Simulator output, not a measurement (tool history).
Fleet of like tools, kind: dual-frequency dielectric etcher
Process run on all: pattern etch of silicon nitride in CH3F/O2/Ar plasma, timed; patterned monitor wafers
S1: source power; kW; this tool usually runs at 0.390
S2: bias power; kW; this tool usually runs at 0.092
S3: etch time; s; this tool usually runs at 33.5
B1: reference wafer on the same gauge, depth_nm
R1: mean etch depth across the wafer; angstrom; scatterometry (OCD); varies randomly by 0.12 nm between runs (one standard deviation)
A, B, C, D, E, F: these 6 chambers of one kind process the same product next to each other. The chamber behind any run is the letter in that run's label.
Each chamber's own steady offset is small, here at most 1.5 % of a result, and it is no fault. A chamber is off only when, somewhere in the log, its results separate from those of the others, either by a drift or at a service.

Run 1D, hour 8.6: usual settings; B1 27.993. Result: R1 256.04 angstrom.
Run 2E, hour 16.1: usual settings; B1 28.013. Result: R1 254.68 angstrom.
Run 3C, hour 20.8: usual settings; B1 28.024. Result: R1 253.97 angstrom.
Run 4A, hour 27.6: usual settings; B1 27.984. Result: R1 251.65 angstrom.
At hour 28.6: chamber E: wet clean of the chamber.
Run 5F, hour 33.1: usual settings but S1 0.440 kW, S2 0.108 kW; B1 28.027. Result: R1 282.10 angstrom.
Run 6B, hour 43.1: usual settings but S1 0.440 kW, S2 0.108 kW; B1 28.002. Result: R1 281.64 angstrom.
Run 7B, hour 48.8: usual settings but S1 0.440 kW, S2 0.108 kW; B1 28.017. Result: R1 278.75 angstrom.
Run 8D, hour 56.0: usual settings but S1 0.440 kW, S2 0.108 kW; B1 27.996. Result: R1 286.30 angstrom.
Run 9A, hour 63.5: usual settings but S1 0.440 kW, S2 0.108 kW; B1 28.021. Result: R1 279.63 angstrom.
At hour 67.5: chamber A: wet clean of the chamber.
Run 10C, hour 72.9: usual settings but S1 0.440 kW, S2 0.108 kW; B1 27.982. Result: R1 280.59 angstrom.
Run 11F, hour 83.4: usual settings; B1 27.998. Result: R1 250.68 angstrom.
Run 12E, hour 89.4: usual settings; B1 27.980. Result: R1 255.16 angstrom.
Run 13F, hour 97.7: usual settings; B1 28.025. Result: R1 253.55 angstrom.
Run 14E, hour 104.2: usual settings; B1 27.992. Result: R1 252.76 angstrom.
Run 15A, hour 111.0: usual settings; B1 27.980. Result: R1 250.27 angstrom.
Run 16C, hour 116.3: usual settings; B1 27.989. Result: R1 252.25 angstrom.
Run 17D, hour 121.3: usual settings but S1 0.330 kW, S2 0.113 kW; B1 28.003. Result: R1 259.24 angstrom.
Run 18B, hour 130.9: usual settings but S1 0.330 kW, S2 0.113 kW; B1 28.002. Result: R1 255.99 angstrom.
Run 19E, hour 140.3: usual settings but S1 0.330 kW, S2 0.113 kW; B1 28.014. Result: R1 256.55 angstrom.
Run 20A, hour 150.6: usual settings but S1 0.330 kW, S2 0.113 kW; B1 27.993. Result: R1 255.32 angstrom.
At hour 155.4: chamber C: source power generator calibrated.
Run 21D, hour 159.7: usual settings but S1 0.330 kW, S2 0.113 kW; B1 27.980. Result: R1 261.86 angstrom.
Run 22F, hour 166.3: usual settings but S1 0.330 kW, S2 0.113 kW; B1 27.974. Result: R1 256.27 angstrom.
Run 23C, hour 176.6: usual settings but S1 0.320 kW, S3 28.0 s; B1 27.980. Result: R1 198.04 angstrom.
Run 24B, hour 182.8: usual settings but S1 0.320 kW, S3 28.0 s; B1 28.014. Result: R1 197.54 angstrom.
Run 25E, hour 188.4: usual settings but S1 0.320 kW, S3 28.0 s; B1 28.005. Result: R1 194.80 angstrom.
At hour 192.5: chamber D: wet clean of the chamber.
Run 26C, hour 197.9: usual settings but S1 0.320 kW, S3 28.0 s; B1 27.991. Result: R1 197.03 angstrom.
Run 27B, hour 207.2: usual settings but S1 0.320 kW, S3 28.0 s; B1 27.996. Result: R1 195.81 angstrom.
Run 28D, hour 215.2: usual settings but S1 0.320 kW, S3 28.0 s; B1 28.001. Result: R1 200.20 angstrom.
At hour 218.0: chamber B: wet clean of the chamber.
Run 29F, hour 221.2: usual settings but S1 0.420 kW, S3 37.0 s; B1 27.988. Result: R1 287.31 angstrom.
Run 30A, hour 226.6: usual settings but S1 0.420 kW, S3 37.0 s; B1 27.970. Result: R1 285.30 angstrom.
At hour 233.4: chamber F: source power generator calibrated.
At hour 234.2: chamber F: wet clean of the chamber.
Run 31C, hour 236.8: usual settings but S1 0.420 kW, S3 37.0 s; B1 27.997. Result: R1 286.30 angstrom.
Run 32B, hour 246.5: usual settings but S1 0.420 kW, S3 37.0 s; B1 28.013. Result: R1 289.47 angstrom.
At hour 251.4: chamber A: bias power generator calibrated.
Run 33A, hour 256.7: usual settings but S1 0.420 kW, S3 37.0 s; B1 28.025. Result: R1 285.85 angstrom.
Run 34F, hour 264.5: usual settings but S1 0.420 kW, S3 37.0 s; B1 27.980. Result: R1 287.71 angstrom.
Run 35D, hour 272.6: usual settings; B1 28.012. Result: R1 257.13 angstrom.
Run 36E, hour 281.5: usual settings but S1 0.340 kW, S3 36.5 s; B1 28.007. Result: R1 264.06 angstrom.
Run 37A, hour 287.2: usual settings but S1 0.340 kW, S3 36.5 s; B1 28.005. Result: R1 261.19 angstrom.
At hour 292.9: chamber D: source power generator calibrated.
Run 38F, hour 296.1: usual settings but S1 0.340 kW, S3 36.5 s; B1 28.011. Result: R1 262.30 angstrom.
Run 39D, hour 302.4: usual settings but S1 0.340 kW, S3 36.5 s; B1 27.997. Result: R1 266.34 angstrom.
Run 40B, hour 308.3: usual settings but S1 0.340 kW, S3 36.5 s; B1 27.980. Result: R1 261.50 angstrom.
Run 41E, hour 314.1: usual settings but S1 0.340 kW, S3 36.5 s; B1 28.008. Result: R1 262.42 angstrom.
Run 42C, hour 320.5: usual settings; B1 27.955. Result: R1 253.98 angstrom.
Run 43B, hour 330.7: usual settings; B1 28.011. Result: R1 253.48 angstrom.

Next, all 6 chambers run the settings below, one line each with question marks for the results. What does each chamber give?
Run 44A, hour 338.5: usual settings. Result: R1 ?.
Run 44B, hour 338.5: usual settings. Result: R1 ?.
Run 44C, hour 338.5: usual settings. Result: R1 ?.
Run 44D, hour 338.5: usual settings. Result: R1 ?.
Run 44E, hour 338.5: usual settings. Result: R1 ?.
Run 44F, hour 338.5: usual settings. Result: R1 ?.

run      R1
44A  248.85
44B  252.50
44C  254.58
44D  256.23
44E  253.31
44F  252.97

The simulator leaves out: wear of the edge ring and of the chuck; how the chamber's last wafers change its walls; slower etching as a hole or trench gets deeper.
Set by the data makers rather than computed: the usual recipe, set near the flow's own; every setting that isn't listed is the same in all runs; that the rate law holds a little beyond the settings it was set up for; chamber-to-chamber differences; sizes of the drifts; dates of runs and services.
